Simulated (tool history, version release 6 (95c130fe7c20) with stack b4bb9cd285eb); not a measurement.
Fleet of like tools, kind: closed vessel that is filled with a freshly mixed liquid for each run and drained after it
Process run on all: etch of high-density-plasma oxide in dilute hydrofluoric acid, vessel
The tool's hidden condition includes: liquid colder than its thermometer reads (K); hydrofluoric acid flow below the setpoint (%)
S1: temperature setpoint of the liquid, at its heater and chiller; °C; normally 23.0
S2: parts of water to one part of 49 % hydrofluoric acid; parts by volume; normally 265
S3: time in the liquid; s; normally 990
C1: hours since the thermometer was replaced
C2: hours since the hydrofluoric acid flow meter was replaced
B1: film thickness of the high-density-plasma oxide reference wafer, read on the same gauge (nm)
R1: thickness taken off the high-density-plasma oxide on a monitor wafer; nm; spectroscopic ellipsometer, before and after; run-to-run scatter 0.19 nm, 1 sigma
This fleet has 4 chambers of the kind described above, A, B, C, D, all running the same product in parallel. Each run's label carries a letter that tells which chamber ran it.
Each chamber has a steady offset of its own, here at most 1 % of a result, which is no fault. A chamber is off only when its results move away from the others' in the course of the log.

run 1D hour=12.2 | S1=23.0 S2=265 S3=990 | C1=491.5 C2=425.8 | B1=69.993 | R1=27.6070
run 2A hour=19.9 | S1=23.0 S2=265 S3=990 | C1=527.7 C2=763.2 | B1=69.997 | R1=27.4100
run 3C hour=34.9 | S1=23.0 S2=265 S3=990 | C1=430.8 C2=925.6 | B1=70.004 | R1=27.4540
run 4B hour=47.1 | S1=23.0 S2=265 S3=990 | C1=798.8 C2=467.8 | B1=70.005 | R1=27.3790
run 5C hour=53.9 | S1=23.0 S2=265 S3=990 | C1=449.8 C2=944.6 | B1=69.989 | R1=27.5410
run 6A hour=63.0 | S1=23.0 S2=265 S3=990 | C1=570.8 C2=806.3 | B1=69.987 | R1=27.1320
run 7B hour=72.6 | S1=23.0 S2=220 S3=635 | C1=824.3 C2=493.3 | B1=69.966 | R1=22.2780
run 8D hour=81.8 | S1=23.0 S2=220 S3=635 | C1=561.1 C2=495.4 | B1=69.983 | R1=22.0650
run 9B hour=89.1 | S1=23.0 S2=220 S3=635 | C1=840.8 C2=509.8 | B1=69.999 | R1=22.2990
run 10C hour=100.9 | S1=23.0 S2=220 S3=635 | C1=496.8 C2=991.6 | B1=69.994 | R1=22.0030
run 11D hour=110.7 | S1=23.0 S2=265 S3=990 | C1=590.0 C2=524.3 | B1=69.970 | R1=27.6650
run 12A hour=119.4 | S1=23.0 S2=265 S3=990 | C1=627.2 C2=862.7 | B1=69.998 | R1=27.2780
run 13B hour=129.4 | S1=26.0 S2=265 S3=1440 | C1=881.1 C2=550.1 | B1=69.999 | R1=44.5690
run 14D hour=145.2 | S1=26.0 S2=265 S3=1440 | C1=624.5 C2=558.8 | B1=70.012 | R1=44.8030
run 15A hour=152.7 | S1=26.0 S2=265 S3=1440 | C1=660.5 C2=896.0 | B1=70.003 | R1=43.2690
run 16C hour=164.5 | S1=26.0 S2=265 S3=1440 | C1=560.4 C2=1055.2 | B1=70.012 | R1=44.6180
run 17B hour=171.7 | S1=23.0 S2=265 S3=990 | C1=923.4 C2=592.4 | B1=69.989 | R1=27.3150
run 18A hour=185.2 | S1=23.0 S2=265 S3=990 | C1=693.0 C2=928.5 | B1=70.015 | R1=26.7330
run 19D hour=195.8 | S1=23.0 S2=360 S3=990 | C1=675.1 C2=609.4 | B1=69.988 | R1=18.7600
run 20C hour=210.4 | S1=23.0 S2=360 S3=990 | C1=606.3 C2=1101.1 | B1=69.985 | R1=18.4930
run 21D hour=220.5 | S1=23.0 S2=360 S3=990 | C1=699.8 C2=634.1 | B1=69.998 | R1=18.6060
run 22C hour=232.6 | S1=23.0 S2=360 S3=990 | C1=628.5 C2=1123.3 | B1=70.014 | R1=18.4510
run 23B hour=241.5 | S1=23.0 S2=265 S3=990 | C1=993.2 C2=662.2 | B1=70.004 | R1=27.5000
run 24A hour=255.6 | S1=19.0 S2=265 S3=430 | C1=763.4 C2=998.9 | B1=70.012 | R1=9.7786

Decide between three cases: one chamber stands off from its peers, the gauge reading all wafers drifts, or nothing is wrong past each chamber's small offset. Where a chamber is off, say which and what most likely put it there.

Chamber A drifts away from the others.
What lies behind it: liquid colder than its thermometer reads (K) = 1.53.
The log might look much the same if the cause were instead: hydrofluoric acid flow below the setpoint (%).

Which of the 4 candidates below, each the usual settings with something changed and its results left as question marks, puts chamber A back in line with what the other chambers give on the usual settings?
Maximum distance from the other chambers' mean on the usual settings for a result to count as in line: R1 0.6500 nm
run 25A-1 hour=266.9 | S1=23.0 S2=270 S3=965 | R1=?
run 25A-2 hour=266.9 | S1=23.0 S2=265 S3=995 | R1=?
run 25A-3 hour=266.9 | S1=23.0 S2=265 S3=985 | R1=?
run 25A-4 hour=266.9 | S1=23.0 S2=260 S3=1015 | R1=?

On the usual settings, the other chambers give on average: R1 27.5220 nm
run=25A-1 R1=24.7760
run=25A-2 R1=26.1480
run=25A-3 R1=25.8850
run=25A-4 R1=27.3130
25A-4 is the one that brings the chamber's results back in line with the other chambers.
